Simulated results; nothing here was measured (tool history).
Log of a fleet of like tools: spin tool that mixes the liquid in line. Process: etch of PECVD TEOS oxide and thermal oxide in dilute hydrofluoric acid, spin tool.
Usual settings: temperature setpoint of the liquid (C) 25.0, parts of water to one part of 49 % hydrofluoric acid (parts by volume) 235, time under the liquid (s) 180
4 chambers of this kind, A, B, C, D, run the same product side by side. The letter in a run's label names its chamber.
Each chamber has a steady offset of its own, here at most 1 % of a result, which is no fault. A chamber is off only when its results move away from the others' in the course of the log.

run	hour	temperature setpoint of the liquid (C)	parts of water to one part of 49 % hydrofluoric acid (parts by volume)	time under the liquid (s)	read-back film thickness of the PECVD TEOS oxide reference wafer, read on the same gauge (nm)	read-back film thickness of the thermal oxide reference wafer, read on the same gauge (nm)	thickness taken off the PECVD TEOS oxide on a monitor wafer (angstrom)	thickness taken off the thermal oxide on a monitor wafer (angstrom)
1B	8.7	25.0	235	180	139.98	130.00	93.051	31.273
2C	18.3	25.0	235	180	140.01	129.98	94.989	31.042
3A	24.1	25.0	235	180	139.98	130.01	94.818	31.431
4D	34.6	25.0	235	180	140.05	129.98	95.358	31.794
5A	40.5	22.5	235	225	139.98	129.97	107.580	36.216
6C	46.3	22.5	235	225	139.97	129.99	106.960	35.098
7D	55.3	22.5	235	225	139.96	129.99	107.630	34.989
# hour 57.9: chamber A: hydrofluoric acid flow meter replaced
8B	60.9	22.5	235	225	139.98	130.02	108.190	35.162
9A	68.4	25.0	235	180	140.01	129.99	92.997	31.084
10B	76.9	25.0	235	180	139.98	130.01	93.565	31.403
# hour 79.9: chamber B: thermometer replaced
11C	82.1	25.0	235	180	140.00	130.00	92.871	30.149
12D	87.3	25.0	235	180	139.98	129.99	94.388	31.019
13A	94.9	25.0	235	180	139.98	129.99	93.510	31.588
14B	103.7	25.0	235	180	140.00	129.99	93.915	30.870
15D	112.4	25.0	235	180	139.99	129.98	94.338	31.353
16C	122.1	25.0	235	180	139.98	130.02	95.061	31.120
17D	132.9	25.0	235	180	139.99	129.99	95.948	30.920
18B	138.0	25.0	235	180	140.00	129.99	94.559	30.871
19A	147.7	25.0	235	180	140.01	130.00	93.349	31.596
# hour 152.9: chamber C: thermometer replaced
20C	155.7	25.0	235	180	140.01	129.98	94.398	31.153
21B	160.6	25.0	235	180	140.01	130.00	93.569	30.488
22C	166.7	25.0	235	180	140.02	129.99	95.322	30.730
23D	172.4	25.0	235	180	140.01	130.00	96.437	31.251
24A	182.2	25.0	235	180	140.01	130.03	93.348	31.100
25A	187.4	25.0	345	245	140.01	130.02	77.605	26.575
26C	192.7	25.0	345	245	139.99	129.99	78.747	25.922
27D	199.2	25.0	345	245	139.99	129.98	78.990	26.014
28B	209.2	25.0	345	245	139.99	129.99	75.184	25.053
29B	215.0	25.0	235	180	140.00	129.97	90.180	29.847
30D	220.8	25.0	235	180	140.00	129.98	94.734	30.831
31A	231.3	25.0	235	180	139.97	129.98	94.217	31.328
32C	237.9	25.0	235	180	139.97	129.99	95.421	31.281
33C	243.7	25.0	235	180	140.02	130.05	93.138	31.440
34B	253.4	25.0	235	180	139.96	129.97	90.025	29.845

Next, every chamber runs the same settings. What will each give?
35A	261.2	25.0	235	180			?	?
35B	261.2	25.0	235	180			?	?
35C	261.2	25.0	235	180			?	?
35D	261.2	25.0	235	180			?	?

run	thickness taken off the PECVD TEOS oxide on a monitor wafer (angstrom)	thickness taken off the thermal oxide on a monitor wafer (angstrom)
35A	93.720	30.660
35B	89.557	29.772
35C	95.097	31.255
35D	95.671	31.124

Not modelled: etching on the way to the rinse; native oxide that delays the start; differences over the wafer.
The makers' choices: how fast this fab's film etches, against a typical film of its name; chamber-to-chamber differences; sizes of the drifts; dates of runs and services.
